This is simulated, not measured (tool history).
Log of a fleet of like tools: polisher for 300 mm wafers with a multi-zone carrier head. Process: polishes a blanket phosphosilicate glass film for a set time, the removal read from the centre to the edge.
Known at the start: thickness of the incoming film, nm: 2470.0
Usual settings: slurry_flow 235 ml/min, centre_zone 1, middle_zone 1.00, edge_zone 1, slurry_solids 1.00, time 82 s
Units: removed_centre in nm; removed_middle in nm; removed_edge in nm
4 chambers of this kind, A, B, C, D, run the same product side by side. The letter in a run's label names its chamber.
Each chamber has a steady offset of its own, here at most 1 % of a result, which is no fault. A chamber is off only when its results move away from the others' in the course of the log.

run,hour,slurry_flow,centre_zone,middle_zone,edge_zone,slurry_solids,time,wafers polished on this pad,hours since the slurry nozzle was cleaned,hours since the centre zone pressure was calibrated,hours since the edge zone pressure was calibrated,removed_centre,removed_middle,removed_edge
1C,7.1,235,1,1.00,1,1.00,82,266,278.9,879.0,915.3,1004.80,968.43,1004.60
# hour 7.6: chamber B: worn pad replaced by a new one
2A,18.7,235,1,1.00,1,1.00,82,585,582.0,355.5,460.9,976.79,1016.90,992.10
# hour 22.2: chamber D: worn pad replaced by a new one
3B,24.3,235,1,1.00,1,1.00,82,197,640.9,370.7,264.6,990.31,985.26,988.94
4D,33.1,235,1,1.00,1,1.00,82,128,146.4,401.8,45.7,991.60,1005.00,983.18
# hour 35.0: chamber C: slurry nozzle cleaned
5A,38.4,235,1,1.00,1,1.00,82,817,601.7,375.2,480.6,981.69,995.10,994.77
# hour 43.9: chamber A: slurry nozzle cleaned
6C,48.3,235,1,1.00,1,1.00,82,749,13.4,920.2,956.5,986.74,1010.40,1013.40
# hour 54.9: chamber B: slurry nozzle cleaned
7B,60.1,235,1,1.00,1,1.00,82,617,5.2,406.5,300.4,988.00,978.30,990.65
# hour 67.9: chamber A: worn pad replaced by a new one
8D,70.7,235,1,1.00,1,1.00,82,569,184.0,439.4,83.3,971.95,993.26,981.59
9C,77.0,235,1,0.90,1,0.85,82,1086,42.1,948.9,985.2,896.54,832.43,904.88
# hour 80.1: chamber B: worn pad replaced by a new one
10D,85.3,235,1,0.90,1,0.85,82,741,198.6,454.0,97.9,920.02,833.60,907.70
11A,91.8,235,1,0.90,1,0.85,82,281,48.0,428.6,534.0,897.65,836.22,914.35
12B,102.0,235,1,0.90,1,0.85,82,257,47.1,448.4,342.3,923.27,831.17,927.64
13C,110.5,235,1,1.00,1,1.00,82,1479,75.6,982.4,1018.7,951.33,956.93,974.07
14A,116.8,190,1,0.93,1,1.00,82,574,73.0,453.6,559.0,950.46,900.14,972.51
15D,123.5,190,1,0.93,1,1.00,82,1189,236.8,492.2,136.1,939.01,888.21,967.19
16B,128.9,190,1,0.93,1,1.00,82,572,74.0,475.3,369.2,966.19,889.58,984.20
# hour 133.8: chamber D: worn pad replaced by a new one
17D,136.3,190,1,0.93,1,1.00,82,29,249.6,505.0,148.9,963.31,905.39,964.09
18B,145.1,235,1,1.00,1,1.00,82,762,90.2,491.5,385.4,977.48,976.99,990.99
# hour 148.9: chamber B: worn pad replaced by a new one
19A,156.5,235,1,1.00,1,1.00,82,1040,112.7,493.3,598.7,984.87,997.72,1001.40
# hour 158.4: chamber A: centre zone pressure recalibrated
20C,166.9,235,1,1.00,1,1.00,82,2141,132.0,1038.8,1075.1,955.42,919.62,964.51
# hour 177.6: chamber A: worn pad replaced by a new one
21B,178.7,235,1,1.00,1,1.00,82,349,123.8,525.1,419.0,995.96,980.67,978.46
22A,184.3,235,1,1.00,1,1.00,82,79,140.5,26.0,626.5,982.38,970.04,1000.60
# hour 184.5: chamber D: slurry nozzle cleaned
23C,192.1,235,1,1.00,1,1.00,82,2436,157.2,1064.0,1100.3,930.82,926.36,952.50
24D,201.0,235,1,1.00,1,1.00,82,788,16.6,569.7,213.6,957.09,982.17,1000.10
# hour 201.5: chamber C: edge zone pressure recalibrated
25D,209.7,235,1,1.00,1,1.00,82,890,25.3,578.4,222.3,992.75,994.57,975.35
26A,219.5,235,1,1.00,1,1.00,82,492,175.7,61.2,661.7,979.52,997.42,989.01
# hour 221.0: chamber B: worn pad replaced by a new one
27B,225.9,235,1,1.00,1,1.00,82,58,171.0,572.3,466.2,978.28,994.88,985.29
28C,231.2,235,1,1.00,1,1.00,82,2895,196.3,1103.1,29.8,916.55,918.91,910.64
# hour 238.9: chamber D: worn pad replaced by a new one
29B,239.0,235,1,1.00,1,1.00,82,212,184.1,585.4,479.3,1005.00,977.85,977.33
30A,247.9,235,1,1.00,1,1.00,82,825,204.1,89.6,690.1,996.34,984.22,991.23
31C,256.3,235,1,1.00,1,1.00,82,3190,221.4,1128.2,54.9,886.35,922.63,910.93
32D,262.3,235,1,1.00,1,1.15,82,275,77.9,631.0,274.9,1043.50,1070.80,1025.80
33A,270.5,235,1,1.00,1,1.15,82,1091,226.7,112.2,712.7,1057.60,1038.80,1062.20
34D,276.5,235,1,1.00,1,1.15,82,441,92.1,645.2,289.1,1046.50,1074.20,1054.10
35B,286.6,235,1,1.00,1,1.15,82,770,231.7,633.0,526.9,1051.40,1035.70,1037.00
# hour 286.9: chamber B: worn pad replaced by a new one
36C,293.2,235,1,1.00,1,1.00,82,3623,258.3,1165.1,91.8,911.49,893.42,898.60
# hour 294.2: chamber A: worn pad replaced by a new one
37D,303.5,235,1,0.93,1,1.00,82,758,119.1,672.2,316.1,974.00,933.82,992.87
38B,309.4,235,1,0.93,1,1.00,82,264,254.5,655.8,549.7,973.41,905.58,969.32
39C,317.6,235,1,0.93,1,1.00,82,3909,282.7,1189.5,116.2,874.24,827.94,884.37
40A,325.0,235,1,0.93,1,1.00,82,362,281.2,166.7,767.2,999.88,936.14,994.42
41A,334.1,235,1,1.00,1,1.00,82,469,290.3,175.8,776.3,1004.70,995.11,999.63
42B,340.0,235,1,1.00,1,1.00,82,623,285.1,686.4,580.3,982.66,968.69,985.46
# hour 341.8: chamber C: centre zone pressure recalibrated
# hour 344.4: chamber D: worn pad replaced by a new one
43C,345.4,235,1,1.00,1,1.00,82,4235,310.5,3.6,144.0,866.94,847.76,883.33
44D,355.0,235,1,1.00,1,1.00,82,125,170.6,723.7,367.6,981.01,981.26,984.65

What goes on in this fleet: one chamber off, a drifting gauge, or nothing beyond the chambers' own small offsets? Name the chamber and the cause, if any.

Chamber C drifts away from the others.
Cause: removal rate lost through wear of the pad, % = 13.4.

Here are 4 candidates for chamber C's next run, each the usual settings with a change, their results left as question marks. Which one brings its results back in line with what the others give on the usual settings?
In line means no further than this from the other chambers' mean on the usual settings: removed_centre 39.00 nm; removed_middle 42.00 nm; removed_edge 34.00 nm
45C-1,363.4,240,1.01,1.01,1.01,1.10,103,,,,,?,?,?
45C-2,363.4,230,0.99,1.00,0.99,0.95,64,,,,,?,?,?
45C-3,363.4,240,1.00,1.00,1.00,1.05,91,,,,,?,?,?
45C-4,363.4,230,1.00,1.00,1.00,0.95,73,,,,,?,?,?

The other chambers' mean on the usual settings: removed_centre 985.04 nm; removed_middle 988.85 nm; removed_edge 986.82 nm
run,removed_centre,removed_middle,removed_edge
45C-1,1140.60,1139.60,1127.40
45C-2,644.76,652.87,645.77
45C-3,976.46,977.44,970.70
45C-4,743.45,744.63,740.47
45C-3 brings the chamber back in line.
